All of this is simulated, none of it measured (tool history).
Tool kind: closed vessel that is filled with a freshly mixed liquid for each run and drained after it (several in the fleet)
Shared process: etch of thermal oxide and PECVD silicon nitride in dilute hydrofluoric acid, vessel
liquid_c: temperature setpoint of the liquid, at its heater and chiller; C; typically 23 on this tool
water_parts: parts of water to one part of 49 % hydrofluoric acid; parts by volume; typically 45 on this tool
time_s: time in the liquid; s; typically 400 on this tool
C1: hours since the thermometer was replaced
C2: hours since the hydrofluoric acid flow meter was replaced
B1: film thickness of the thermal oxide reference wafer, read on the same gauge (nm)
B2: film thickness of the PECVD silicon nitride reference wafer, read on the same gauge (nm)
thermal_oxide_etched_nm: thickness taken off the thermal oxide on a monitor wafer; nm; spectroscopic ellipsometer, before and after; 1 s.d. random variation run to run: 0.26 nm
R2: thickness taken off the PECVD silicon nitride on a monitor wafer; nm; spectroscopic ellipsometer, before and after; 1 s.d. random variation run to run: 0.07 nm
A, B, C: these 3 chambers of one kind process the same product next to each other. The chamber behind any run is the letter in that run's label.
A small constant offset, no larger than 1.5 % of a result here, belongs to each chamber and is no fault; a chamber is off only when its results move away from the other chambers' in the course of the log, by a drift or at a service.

run 1C day=0.45 | liquid_c=23 water_parts=45 time_s=400 | C1=1988.4 C2=1200 | B1=140.01 B2=120 | thermal_oxide_etched_nm=41.24 R2=21.709
run 2B day=1.033 | liquid_c=23 water_parts=45 time_s=400 | C1=144 C2=388 | B1=140 B2=120.01 | thermal_oxide_etched_nm=42.241 R2=21.649
run 3A day=1.571 | liquid_c=23 water_parts=45 time_s=400 | C1=2916.2 C2=547.9 | B1=139.99 B2=120.02 | thermal_oxide_etched_nm=41.332 R2=21.624
run 4B day=1.983 | liquid_c=23 water_parts=45 time_s=400 | C1=166.8 C2=410.8 | B1=140 B2=119.99 | thermal_oxide_etched_nm=41.328 R2=21.616
run 5C day=2.288 | liquid_c=23 water_parts=45 time_s=400 | C1=2032.5 C2=1244.1 | B1=140 B2=119.97 | thermal_oxide_etched_nm=41.77 R2=21.66
run 6A day=2.738 | liquid_c=23 water_parts=45 time_s=400 | C1=2944.2 C2=575.9 | B1=140.01 B2=120.03 | thermal_oxide_etched_nm=41.455 R2=21.655
run 7B day=3.058 | liquid_c=23 water_parts=45 time_s=400 | C1=192.6 C2=436.6 | B1=139.99 B2=119.97 | thermal_oxide_etched_nm=42.044 R2=21.672
run 8C day=3.554 | liquid_c=24.5 water_parts=45 time_s=400 | C1=2062.9 C2=1274.5 | B1=139.99 B2=119.98 | thermal_oxide_etched_nm=43.968 R2=23.898
run 9A day=4.05 | liquid_c=24.5 water_parts=45 time_s=400 | C1=2975.7 C2=607.4 | B1=139.99 B2=120 | thermal_oxide_etched_nm=43.778 R2=23.919
run 10B day=4.583 | liquid_c=24.5 water_parts=45 time_s=400 | C1=229.2 C2=473.2 | B1=139.99 B2=119.94 | thermal_oxide_etched_nm=44.333 R2=23.944
run 11A day=4.875 | liquid_c=23 water_parts=45 time_s=400 | C1=2995.5 C2=627.2 | B1=139.96 B2=119.96 | thermal_oxide_etched_nm=41.555 R2=21.668
run 12C day=5.242 | liquid_c=23 water_parts=45 time_s=400 | C1=2103.4 C2=1315 | B1=139.99 B2=119.99 | thermal_oxide_etched_nm=41.138 R2=21.542
run 13C day=5.575 | liquid_c=23 water_parts=45 time_s=400 | C1=2111.4 C2=1323 | B1=140.02 B2=120.01 | thermal_oxide_etched_nm=41.604 R2=21.602
run 14A day=6.079 | liquid_c=23 water_parts=45 time_s=400 | C1=3024.4 C2=656.1 | B1=140 B2=119.97 | thermal_oxide_etched_nm=41.059 R2=21.687
run 15B day=6.492 | liquid_c=23 water_parts=45 time_s=400 | C1=275 C2=519 | B1=140 B2=120.03 | thermal_oxide_etched_nm=41.7 R2=21.578
run 16A day=6.788 | liquid_c=23 water_parts=45 time_s=400 | C1=3041.4 C2=673.1 | B1=140.01 B2=120 | thermal_oxide_etched_nm=41.635 R2=21.62
run 17B day=7.158 | liquid_c=23 water_parts=45 time_s=400 | C1=291 C2=535 | B1=139.94 B2=119.96 | thermal_oxide_etched_nm=41.344 R2=21.65
-- day=7.454 chamber A: thermometer replaced
run 18C day=7.679 | liquid_c=23 water_parts=45 time_s=400 | C1=2161.9 C2=1373.5 | B1=140.01 B2=120 | thermal_oxide_etched_nm=41.342 R2=21.57
run 19C day=8.05 | liquid_c=23 water_parts=45 time_s=400 | C1=2170.8 C2=1382.4 | B1=140.01 B2=120.04 | thermal_oxide_etched_nm=41.118 R2=21.565
run 20A day=8.342 | liquid_c=23 water_parts=45 time_s=400 | C1=21.4 C2=710.4 | B1=139.98 B2=120 | thermal_oxide_etched_nm=41.026 R2=21.649
run 21B day=8.704 | liquid_c=23 water_parts=45 time_s=400 | C1=328.1 C2=572.1 | B1=140.02 B2=119.99 | thermal_oxide_etched_nm=42.113 R2=21.789
run 22C day=9.062 | liquid_c=23 water_parts=45 time_s=400 | C1=2195.1 C2=1406.7 | B1=140.03 B2=119.98 | thermal_oxide_etched_nm=41.248 R2=21.68
run 23B day=9.642 | liquid_c=23 water_parts=45 time_s=400 | C1=350.6 C2=594.6 | B1=139.98 B2=119.99 | thermal_oxide_etched_nm=42.108 R2=21.766
run 24A day=9.962 | liquid_c=23 water_parts=45 time_s=400 | C1=60.3 C2=749.3 | B1=140.03 B2=120 | thermal_oxide_etched_nm=41.371 R2=21.6
run 25B day=10.571 | liquid_c=23 water_parts=45 time_s=400 | C1=372.9 C2=616.9 | B1=139.98 B2=119.99 | thermal_oxide_etched_nm=41.434 R2=21.669
-- day=10.646 chamber B: hydrofluoric acid flow meter replaced
run 26C day=10.933 | liquid_c=23 water_parts=45 time_s=490 | C1=2240 C2=1451.6 | B1=140 B2=119.99 | thermal_oxide_etched_nm=50.502 R2=26.432
run 27A day=11.242 | liquid_c=23 water_parts=45 time_s=490 | C1=91 C2=780 | B1=139.96 B2=120 | thermal_oxide_etched_nm=50.984 R2=26.381
run 28C day=11.638 | liquid_c=23 water_parts=45 time_s=490 | C1=2256.9 C2=1468.5 | B1=139.99 B2=119.99 | thermal_oxide_etched_nm=50.426 R2=26.488
run 29B day=11.925 | liquid_c=23 water_parts=45 time_s=400 | C1=405.4 C2=30.8 | B1=140.02 B2=120 | thermal_oxide_etched_nm=41.653 R2=21.586
run 30A day=12.383 | liquid_c=23 water_parts=45 time_s=400 | C1=118.4 C2=807.4 | B1=140 B2=120.01 | thermal_oxide_etched_nm=41.283 R2=21.644
run 31B day=12.846 | liquid_c=23 water_parts=45 time_s=400 | C1=427.5 C2=52.9 | B1=139.99 B2=120.02 | thermal_oxide_etched_nm=41.864 R2=21.72
run 32A day=13.325 | liquid_c=23 water_parts=45 time_s=400 | C1=141 C2=830 | B1=140.01 B2=119.97 | thermal_oxide_etched_nm=41.384 R2=21.512
run 33C day=13.612 | liquid_c=23 water_parts=45 time_s=400 | C1=2304.3 C2=1515.9 | B1=139.97 B2=120 | thermal_oxide_etched_nm=40.974 R2=21.718
run 34B day=14 | liquid_c=23 water_parts=45 time_s=400 | C1=455.2 C2=80.6 | B1=139.96 B2=119.99 | thermal_oxide_etched_nm=41.669 R2=21.769
run 35C day=14.529 | liquid_c=23 water_parts=45 time_s=400 | C1=2326.3 C2=1537.9 | B1=139.98 B2=119.98 | thermal_oxide_etched_nm=41.047 R2=21.62
run 36A day=15.071 | liquid_c=23 water_parts=45 time_s=400 | C1=182.9 C2=871.9 | B1=140 B2=120.01 | thermal_oxide_etched_nm=40.889 R2=21.596
run 37B day=15.45 | liquid_c=23 water_parts=45 time_s=400 | C1=490 C2=115.4 | B1=140.03 B2=119.94 | thermal_oxide_etched_nm=41.578 R2=21.639

Decide between three cases: one chamber stands off from its peers, the gauge reading all wafers drifts, or nothing is wrong past each chamber's small offset. Where a chamber is off, say which and what most likely put it there.

No chamber is off and the gauge is stable; the differences are just each chamber's small, constant offset.
